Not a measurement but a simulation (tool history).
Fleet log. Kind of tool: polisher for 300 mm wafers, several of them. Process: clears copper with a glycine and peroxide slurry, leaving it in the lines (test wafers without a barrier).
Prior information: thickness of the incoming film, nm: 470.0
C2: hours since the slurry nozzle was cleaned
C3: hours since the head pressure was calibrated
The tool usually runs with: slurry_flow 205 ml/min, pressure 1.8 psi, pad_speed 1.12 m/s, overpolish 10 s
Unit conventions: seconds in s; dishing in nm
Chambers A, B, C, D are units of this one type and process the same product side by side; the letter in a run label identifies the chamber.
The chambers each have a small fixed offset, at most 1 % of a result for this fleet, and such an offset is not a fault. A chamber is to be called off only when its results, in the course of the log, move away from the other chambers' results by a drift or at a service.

{"run": "1C", "hour": 16.2, "slurry_flow": 205, "pressure": 1.8, "pad_speed": 1.12, "overpolish": 10, "wafers polished on this pad": 472, "C2": 462.9, "C3": 1067.0, "seconds": 120.81, "dishing": 29.26}
{"run": "2D", "hour": 26.4, "slurry_flow": 205, "pressure": 1.8, "pad_speed": 1.12, "overpolish": 10, "wafers polished on this pad": 892, "C2": 89.0, "C3": 737.4, "seconds": 121.57, "dishing": 28.481}
{"run": "3A", "hour": 38.1, "slurry_flow": 205, "pressure": 1.8, "pad_speed": 1.12, "overpolish": 10, "wafers polished on this pad": 1038, "C2": 290.2, "C3": 1198.8, "seconds": 121.79, "dishing": 28.522}
{"hour": 43.3, "done": "chamber C: worn pad replaced by a new one"}
{"hour": 43.3, "done": "chamber A: worn pad replaced by a new one"}
{"run": "4B", "hour": 48.9, "slurry_flow": 205, "pressure": 1.8, "pad_speed": 1.12, "overpolish": 10, "wafers polished on this pad": 746, "C2": 304.9, "C3": 803.3, "seconds": 118.53, "dishing": 28.389}
{"hour": 58.4, "done": "chamber D: worn pad replaced by a new one"}
{"run": "5C", "hour": 60.7, "slurry_flow": 205, "pressure": 1.8, "pad_speed": 1.12, "overpolish": 10, "wafers polished on this pad": 170, "C2": 507.4, "C3": 1111.5, "seconds": 120.66, "dishing": 28.207}
{"run": "6D", "hour": 71.1, "slurry_flow": 205, "pressure": 1.8, "pad_speed": 1.12, "overpolish": 10, "wafers polished on this pad": 124, "C2": 133.7, "C3": 782.1, "seconds": 120.12, "dishing": 28.785}
{"run": "7B", "hour": 83.1, "slurry_flow": 180, "pressure": 1.8, "pad_speed": 1.12, "overpolish": 10, "wafers polished on this pad": 1080, "C2": 339.1, "C3": 837.5, "seconds": 121.55, "dishing": 28.446}
{"hour": 93.4, "done": "chamber B: worn pad replaced by a new one"}
{"run": "8A", "hour": 94.6, "slurry_flow": 180, "pressure": 1.8, "pad_speed": 1.12, "overpolish": 10, "wafers polished on this pad": 501, "C2": 346.7, "C3": 1255.3, "seconds": 120.63, "dishing": 27.39}
{"run": "9A", "hour": 103.2, "slurry_flow": 180, "pressure": 1.8, "pad_speed": 1.12, "overpolish": 10, "wafers polished on this pad": 585, "C2": 355.3, "C3": 1263.9, "seconds": 121.39, "dishing": 28.144}
{"hour": 108.4, "done": "chamber C: worn pad replaced by a new one"}
{"run": "10B", "hour": 111.3, "slurry_flow": 180, "pressure": 1.8, "pad_speed": 1.12, "overpolish": 10, "wafers polished on this pad": 175, "C2": 367.3, "C3": 865.7, "seconds": 120.67, "dishing": 26.993}
{"run": "11D", "hour": 126.2, "slurry_flow": 205, "pressure": 1.8, "pad_speed": 1.12, "overpolish": 10, "wafers polished on this pad": 662, "C2": 188.8, "C3": 837.2, "seconds": 120.01, "dishing": 27.767}
{"hour": 128.2, "done": "chamber A: worn pad replaced by a new one"}
{"hour": 131.1, "done": "chamber D: head pressure recalibrated"}
{"run": "12C", "hour": 137.8, "slurry_flow": 205, "pressure": 1.4, "pad_speed": 1.12, "overpolish": 10, "wafers polished on this pad": 287, "C2": 584.5, "C3": 1188.6, "seconds": 147.15, "dishing": 24.022}
{"run": "13A", "hour": 146.6, "slurry_flow": 205, "pressure": 1.4, "pad_speed": 1.12, "overpolish": 10, "wafers polished on this pad": 180, "C2": 398.7, "C3": 1307.3, "seconds": 146.29, "dishing": 24.109}
{"hour": 151.0, "done": "chamber A: head pressure recalibrated"}
{"run": "14D", "hour": 154.8, "slurry_flow": 205, "pressure": 1.4, "pad_speed": 1.12, "overpolish": 10, "wafers polished on this pad": 942, "C2": 217.4, "C3": 23.7, "seconds": 144.45, "dishing": 23.649}
{"run": "15B", "hour": 161.8, "slurry_flow": 205, "pressure": 1.4, "pad_speed": 1.12, "overpolish": 10, "wafers polished on this pad": 668, "C2": 417.8, "C3": 916.2, "seconds": 146.02, "dishing": 24.382}
{"hour": 167.6, "done": "chamber D: worn pad replaced by a new one"}
{"hour": 177.8, "done": "chamber C: worn pad replaced by a new one"}
{"run": "16C", "hour": 178.1, "slurry_flow": 250, "pressure": 1.8, "pad_speed": 1.12, "overpolish": 10, "wafers polished on this pad": 3, "C2": 624.8, "C3": 1228.9, "seconds": 116.22, "dishing": 29.661}
{"hour": 180.7, "done": "chamber D: slurry nozzle cleaned"}
{"hour": 182.7, "done": "chamber C: head pressure recalibrated"}
{"run": "17C", "hour": 187.2, "slurry_flow": 250, "pressure": 1.8, "pad_speed": 1.12, "overpolish": 10, "wafers polished on this pad": 92, "C2": 633.9, "C3": 4.5, "seconds": 116.84, "dishing": 29.596}
{"run": "18D", "hour": 201.0, "slurry_flow": 250, "pressure": 1.8, "pad_speed": 1.12, "overpolish": 10, "wafers polished on this pad": 326, "C2": 20.4, "C3": 69.9, "seconds": 118.07, "dishing": 30.12}
{"hour": 202.8, "done": "chamber B: worn pad replaced by a new one"}
{"run": "19A", "hour": 214.5, "slurry_flow": 250, "pressure": 1.8, "pad_speed": 1.12, "overpolish": 10, "wafers polished on this pad": 843, "C2": 466.6, "C3": 63.6, "seconds": 116.69, "dishing": 28.958}
{"hour": 224.5, "done": "chamber A: slurry nozzle cleaned"}
{"run": "20B", "hour": 226.8, "slurry_flow": 205, "pressure": 1.8, "pad_speed": 1.12, "overpolish": 10, "wafers polished on this pad": 235, "C2": 482.8, "C3": 981.2, "seconds": 121.73, "dishing": 28.412}
{"hour": 227.7, "done": "chamber A: worn pad replaced by a new one"}
{"hour": 234.7, "done": "chamber B: slurry nozzle cleaned"}
{"run": "21C", "hour": 239.8, "slurry_flow": 205, "pressure": 1.8, "pad_speed": 1.12, "overpolish": 10, "wafers polished on this pad": 606, "C2": 686.5, "C3": 57.1, "seconds": 119.05, "dishing": 28.791}
{"run": "22B", "hour": 250.3, "slurry_flow": 205, "pressure": 1.8, "pad_speed": 1.12, "overpolish": 10, "wafers polished on this pad": 464, "C2": 15.7, "C3": 1004.7, "seconds": 119.73, "dishing": 28.494}
{"hour": 251.7, "done": "chamber C: worn pad replaced by a new one"}
{"run": "23A", "hour": 263.2, "slurry_flow": 205, "pressure": 1.8, "pad_speed": 1.12, "overpolish": 10, "wafers polished on this pad": 347, "C2": 38.7, "C3": 112.3, "seconds": 119.77, "dishing": 29.427}
{"run": "24D", "hour": 275.4, "slurry_flow": 205, "pressure": 1.8, "pad_speed": 1.12, "overpolish": 10, "wafers polished on this pad": 1053, "C2": 94.8, "C3": 144.3, "seconds": 121.5, "dishing": 28.153}
{"run": "25B", "hour": 283.1, "slurry_flow": 205, "pressure": 1.8, "pad_speed": 1.48, "overpolish": 6, "wafers polished on this pad": 784, "C2": 48.5, "C3": 1037.5, "seconds": 97.041, "dishing": 21.345}
{"hour": 285.7, "done": "chamber D: worn pad replaced by a new one"}
{"hour": 292.4, "done": "chamber C: slurry nozzle cleaned"}
{"run": "26D", "hour": 295.4, "slurry_flow": 205, "pressure": 1.8, "pad_speed": 1.48, "overpolish": 6, "wafers polished on this pad": 95, "C2": 114.8, "C3": 164.3, "seconds": 97.131, "dishing": 21.64}
{"run": "27C", "hour": 309.0, "slurry_flow": 205, "pressure": 1.8, "pad_speed": 1.48, "overpolish": 6, "wafers polished on this pad": 560, "C2": 16.6, "C3": 126.3, "seconds": 95.775, "dishing": 22.533}
{"hour": 314.7, "done": "chamber B: worn pad replaced by a new one"}
{"run": "28A", "hour": 316.6, "slurry_flow": 205, "pressure": 1.8, "pad_speed": 1.48, "overpolish": 6, "wafers polished on this pad": 868, "C2": 92.1, "C3": 165.7, "seconds": 94.102, "dishing": 22.418}
{"run": "29B", "hour": 328.3, "slurry_flow": 205, "pressure": 1.8, "pad_speed": 1.12, "overpolish": 10, "wafers polished on this pad": 133, "C2": 93.7, "C3": 1082.7, "seconds": 121.28, "dishing": 28.8}
{"hour": 332.9, "done": "chamber A: worn pad replaced by a new one"}
{"run": "30C", "hour": 335.7, "slurry_flow": 205, "pressure": 1.8, "pad_speed": 1.12, "overpolish": 10, "wafers polished on this pad": 821, "C2": 43.3, "C3": 153.0, "seconds": 121.12, "dishing": 29.902}
{"run": "31D", "hour": 347.1, "slurry_flow": 205, "pressure": 1.8, "pad_speed": 0.8, "overpolish": 5, "wafers polished on this pad": 600, "C2": 166.5, "C3": 216.0, "seconds": 153.8, "dishing": 11.912}
{"run": "32A", "hour": 358.1, "slurry_flow": 205, "pressure": 1.8, "pad_speed": 0.8, "overpolish": 5, "wafers polished on this pad": 246, "C2": 133.6, "C3": 207.2, "seconds": 152.22, "dishing": 11.604}

Which is it: a chamber that has drifted or been left off by a service, a gauge drift common to all chambers, or only each chamber's usual small offset? If a chamber is off, name it and its likeliest cause.

Neither any chamber nor the gauge drifts; the chambers differ only by their own small, steady offsets.
